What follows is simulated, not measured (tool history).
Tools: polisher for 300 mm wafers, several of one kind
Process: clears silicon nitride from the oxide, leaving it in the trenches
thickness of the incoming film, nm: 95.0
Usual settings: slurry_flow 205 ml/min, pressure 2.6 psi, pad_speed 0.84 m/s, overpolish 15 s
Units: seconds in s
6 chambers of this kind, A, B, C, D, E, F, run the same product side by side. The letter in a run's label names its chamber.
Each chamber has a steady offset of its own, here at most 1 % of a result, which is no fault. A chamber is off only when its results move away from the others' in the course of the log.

| run | hour | slurry_flow | pressure | pad_speed | overpolish | seconds |
|---|---|---|---|---|---|---|
|  | 1 | chamber D: worn pad replaced by a new one |
|  | 2.8 | chamber C: worn pad replaced by a new one |
| 1F | 9 | 205 | 2.6 | 0.84 | 15 | 119 |
| 2D | 15.3 | 205 | 2.6 | 0.84 | 15 | 122.21 |
| 3C | 19.8 | 205 | 2.6 | 0.84 | 15 | 123.39 |
| 4A | 23.9 | 205 | 2.6 | 0.84 | 15 | 126.17 |
|  | 25.3 | chamber F: worn pad replaced by a new one |
|  | 30.4 | chamber A: worn pad replaced by a new one |
| 5B | 31 | 205 | 2.6 | 0.84 | 15 | 123.33 |
|  | 33.5 | chamber B: worn pad replaced by a new one |
| 6E | 39.2 | 205 | 2.6 | 0.84 | 15 | 123.8 |
| 7D | 43.5 | 205 | 2.6 | 0.84 | 15 | 123.59 |
| 8C | 52.5 | 205 | 2.6 | 0.84 | 15 | 123.75 |
| 9E | 59.3 | 205 | 2.6 | 0.84 | 15 | 123.21 |
|  | 60.7 | chamber C: worn pad replaced by a new one |
| 10B | 64.5 | 205 | 2.6 | 0.84 | 15 | 125.49 |
|  | 68 | chamber D: worn pad replaced by a new one |
| 11F | 70.8 | 205 | 2.6 | 0.84 | 15 | 130.02 |
| 12A | 76.5 | 205 | 2.6 | 0.84 | 15 | 126.51 |
|  | 82.3 | chamber F: worn pad replaced by a new one |
| 13C | 82.6 | 205 | 1.9 | 0.84 | 20 | 169.46 |
| 14D | 88.3 | 205 | 1.9 | 0.84 | 20 | 170.71 |
| 15F | 95.1 | 205 | 1.9 | 0.84 | 20 | 167.99 |
| 16B | 100.3 | 205 | 1.9 | 0.84 | 20 | 168.84 |
|  | 104.9 | chamber A: worn pad replaced by a new one |
| 17E | 104.9 | 205 | 1.9 | 0.84 | 20 | 171.32 |
| 18A | 112.2 | 205 | 1.9 | 0.84 | 20 | 168.98 |
| 19B | 118 | 205 | 2.6 | 0.84 | 15 | 124.18 |
|  | 125.4 | chamber C: worn pad replaced by a new one |
| 20E | 125.6 | 205 | 2.6 | 0.84 | 15 | 120.35 |
|  | 126.1 | chamber D: worn pad replaced by a new one |
| 21F | 131.2 | 205 | 2.6 | 0.84 | 15 | 120.01 |
|  | 131.5 | chamber C: slurry nozzle cleaned |
| 22C | 135.3 | 205 | 2.6 | 0.84 | 15 | 128.09 |
|  | 135.7 | chamber E: worn pad replaced by a new one |
|  | 135.8 | chamber F: worn pad replaced by a new one |
|  | 141.5 | chamber B: slurry nozzle cleaned |
| 23D | 143.1 | 205 | 2.6 | 0.84 | 15 | 124.39 |
| 24A | 151.4 | 205 | 2.6 | 0.84 | 15 | 124.74 |
|  | 159.9 | chamber D: head pressure recalibrated |
| 25A | 159.9 | 205 | 2.6 | 0.84 | 15 | 127.39 |
| 26C | 167 | 205 | 2.6 | 0.84 | 15 | 120.08 |
|  | 169.6 | chamber B: worn pad replaced by a new one |
|  | 169.8 | chamber A: worn pad replaced by a new one |
| 27B | 171.3 | 205 | 2.6 | 0.84 | 15 | 127.06 |
| 28F | 175.6 | 205 | 2.6 | 0.84 | 15 | 126.27 |
| 29E | 183.7 | 205 | 2.6 | 0.84 | 15 | 122.06 |
|  | 185.2 | chamber C: worn pad replaced by a new one |
|  | 185.3 | chamber F: worn pad replaced by a new one |
|  | 187.9 | chamber D: worn pad replaced by a new one |
| 30D | 190.5 | 205 | 2.6 | 0.84 | 15 | 122.74 |
|  | 192.7 | chamber E: slurry nozzle cleaned |
| 31D | 197.8 | 205 | 2.6 | 0.84 | 15 | 124.89 |
| 32A | 206.8 | 205 | 2.6 | 0.84 | 15 | 126.18 |
| 33B | 213.4 | 205 | 2.2 | 0.84 | 15 | 147.75 |
| 34E | 217.6 | 205 | 2.2 | 0.84 | 15 | 145.86 |
| 35F | 226 | 205 | 2.2 | 0.84 | 15 | 147.18 |
| 36C | 235.1 | 205 | 2.2 | 0.84 | 15 | 144.44 |
|  | 237.3 | chamber A: slurry nozzle cleaned |
| 37C | 243.3 | 205 | 2.2 | 0.84 | 15 | 147.74 |
|  | 245.4 | chamber A: worn pad replaced by a new one |
|  | 245.6 | chamber F: worn pad replaced by a new one |
|  | 246.7 | chamber D: worn pad replaced by a new one |
|  | 249.4 | chamber D: slurry nozzle cleaned |
| 38D | 249.4 | 205 | 2.2 | 0.84 | 15 | 143.92 |
| 39B | 255.6 | 205 | 2.6 | 0.84 | 15 | 126.32 |
| 40F | 261.3 | 205 | 2.6 | 0.84 | 15 | 122.9 |
| 41E | 267.8 | 205 | 2.6 | 0.98 | 19 | 107.15 |
| 42A | 274.4 | 205 | 2.6 | 0.98 | 19 | 107.91 |
| 43B | 281.9 | 205 | 2.6 | 0.98 | 19 | 107.82 |

Next, every chamber runs the same settings. What will each give?
| 44A | 288.4 | 205 | 2 | 0.84 | 15 | ? |
| 44B | 288.4 | 205 | 2 | 0.84 | 15 | ? |
| 44C | 288.4 | 205 | 2 | 0.84 | 15 | ? |
| 44D | 288.4 | 205 | 2 | 0.84 | 15 | ? |
| 44E | 288.4 | 205 | 2 | 0.84 | 15 | ? |
| 44F | 288.4 | 205 | 2 | 0.84 | 15 | ? |

| run | seconds |
|---|---|
| 44A | 163.13 |
| 44B | 164.24 |
| 44C | 163.69 |
| 44D | 166.79 |
| 44E | 164.34 |
| 44F | 161.13 |
